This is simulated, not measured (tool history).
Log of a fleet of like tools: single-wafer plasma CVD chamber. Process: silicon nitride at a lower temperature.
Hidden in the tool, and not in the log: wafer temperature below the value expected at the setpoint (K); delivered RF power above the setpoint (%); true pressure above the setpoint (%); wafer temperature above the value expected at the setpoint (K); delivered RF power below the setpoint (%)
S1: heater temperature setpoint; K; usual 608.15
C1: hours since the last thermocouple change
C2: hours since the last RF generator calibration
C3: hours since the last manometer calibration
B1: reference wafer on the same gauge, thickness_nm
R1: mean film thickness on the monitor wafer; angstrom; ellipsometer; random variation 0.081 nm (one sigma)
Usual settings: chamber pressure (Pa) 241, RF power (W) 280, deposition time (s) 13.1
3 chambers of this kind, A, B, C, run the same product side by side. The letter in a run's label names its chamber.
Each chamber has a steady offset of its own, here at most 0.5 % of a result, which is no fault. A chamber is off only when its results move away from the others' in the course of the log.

Run 1C, day 0.679: usual settings; C1 279; C2 1143.1; C3 842.3; B1 16.7. Result: R1 153.39 angstrom.
Run 2A, day 1.092: usual settings; C1 373.8; C2 102; C3 309.6; B1 16.717. Result: R1 153.72 angstrom.
Run 3B, day 1.754: usual settings; C1 529.7; C2 115.5; C3 304.9; B1 16.701. Result: R1 154.2 angstrom.
Run 4B, day 2.225: usual settings; C1 541; C2 126.8; C3 316.2; B1 16.671. Result: R1 152.82 angstrom.
Run 5C, day 2.771: usual settings; C1 329.2; C2 1193.3; C3 892.5; B1 16.709. Result: R1 153.55 angstrom.
Run 6A, day 3.229: usual settings but deposition time (s) 12.2; C1 425.1; C2 153.3; C3 360.9; B1 16.709. Result: R1 142.72 angstrom.
Run 7A, day 3.708: usual settings but deposition time (s) 12.2; C1 436.6; C2 164.8; C3 372.4; B1 16.723. Result: R1 143.88 angstrom.
Run 8C, day 4.292: usual settings but deposition time (s) 12.2; C1 365.7; C2 1229.8; C3 929; B1 16.711. Result: R1 142.4 angstrom.
Run 9B, day 4.6: usual settings; C1 598; C2 183.8; C3 373.2; B1 16.723. Result: R1 153.54 angstrom.
Run 10B, day 5.129: usual settings; C1 610.7; C2 196.5; C3 385.9; B1 16.713. Result: R1 154.05 angstrom.
Run 11C, day 5.446: usual settings; C1 393.4; C2 1257.5; C3 956.7; B1 16.703. Result: R1 152.96 angstrom.
Run 12A, day 6.021: usual settings; C1 492.1; C2 220.3; C3 427.9; B1 16.673. Result: R1 154.04 angstrom.
Run 13A, day 6.317: usual settings but chamber pressure (Pa) 267, deposition time (s) 14.2; C1 499.2; C2 227.4; C3 435; B1 16.709. Result: R1 169.58 angstrom.
Run 14B, day 6.762: usual settings but chamber pressure (Pa) 267, deposition time (s) 14.2; C1 649.9; C2 235.7; C3 425.1; B1 16.704. Result: R1 168.95 angstrom.
Run 15C, day 7.154: usual settings but chamber pressure (Pa) 267, deposition time (s) 14.2; C1 434.4; C2 1298.5; C3 997.7; B1 16.7. Result: R1 166.15 angstrom.
Run 16C, day 7.5: usual settings; C1 442.7; C2 1306.8; C3 1006; B1 16.679. Result: R1 151.27 angstrom.
Run 17A, day 8.133: usual settings; C1 542.8; C2 271; C3 478.6; B1 16.698. Result: R1 152.48 angstrom.
Run 18B, day 8.554: usual settings but S1 621.15 K; C1 692.9; C2 278.7; C3 468.1; B1 16.714. Result: R1 152.96 angstrom.
Run 19B, day 8.975: usual settings but S1 621.15 K; C1 703; C2 288.8; C3 478.2; B1 16.681. Result: R1 153.05 angstrom.
Run 20A, day 9.454: usual settings but S1 621.15 K; C1 574.5; C2 302.7; C3 510.3; B1 16.706. Result: R1 151.66 angstrom.
Run 21C, day 9.892: usual settings; C1 500.1; C2 1364.2; C3 1063.4; B1 16.708. Result: R1 148.82 angstrom.
Run 22B, day 10.317: usual settings; C1 735.2; C2 321; C3 510.4; B1 16.713. Result: R1 152.76 angstrom.
Run 23C, day 10.846: usual settings; C1 523; C2 1387.1; C3 1086.3; B1 16.692. Result: R1 148.65 angstrom.
Run 24A, day 11.404: usual settings; C1 621.3; C2 349.5; C3 557.1; B1 16.679. Result: R1 152.2 angstrom.
Run 25B, day 11.829: usual settings; C1 771.5; C2 357.3; C3 546.7; B1 16.68. Result: R1 152.8 angstrom.
Run 26A, day 12.475: usual settings; C1 647; C2 375.2; C3 582.8; B1 16.71. Result: R1 153.19 angstrom.
Run 27C, day 12.896: usual settings; C1 572.2; C2 1436.3; C3 1135.5; B1 16.699. Result: R1 146.03 angstrom.
Run 28C, day 13.408: usual settings; C1 584.5; C2 1448.6; C3 1147.8; B1 16.696. Result: R1 147.69 angstrom.
Run 29A, day 13.875: usual settings; C1 680.6; C2 408.8; C3 616.4; B1 16.694. Result: R1 153 angstrom.
Run 30B, day 14.554: usual settings; C1 836.9; C2 422.7; C3 612.1; B1 16.703. Result: R1 153.68 angstrom.
Run 31A, day 15.212: usual settings; C1 712.7; C2 440.9; C3 648.5; B1 16.727. Result: R1 152.45 angstrom.
Run 32B, day 15.842: usual settings; C1 867.8; C2 453.6; C3 643; B1 16.707. Result: R1 153.44 angstrom.

What goes on in this fleet: one chamber off, a drifting gauge, or nothing beyond the chambers' own small offsets? Name the chamber and the cause, if any.

Chamber C drifts away from the others.
Cause: delivered RF power below the setpoint (%) = 7.75.

Here are 4 candidates for chamber C's next run, each the usual settings with a change, their results left as question marks. Which one brings its results back in line with what the others give on the usual settings?
In line means no further than this from the other chambers' mean on the usual settings: R1 2.8 angstrom
Run 33C-1, day 16.329: usual settings but chamber pressure (Pa) 240, RF power (W) 275, deposition time (s) 12.9. Result: R1 ?.
Run 33C-2, day 16.329: usual settings but RF power (W) 275, deposition time (s) 12.6. Result: R1 ?.
Run 33C-3, day 16.329: usual settings but chamber pressure (Pa) 263. Result: R1 ?.
Run 33C-4, day 16.329: usual settings but chamber pressure (Pa) 245, RF power (W) 285, deposition time (s) 13.6. Result: R1 ?.

The other chambers' mean on the usual settings: R1 152.78 angstrom
  run      R1
33C-1  139.92
33C-2  136.88
33C-3  147.51
33C-4  152.25
33C-4 brings the chamber back in line.
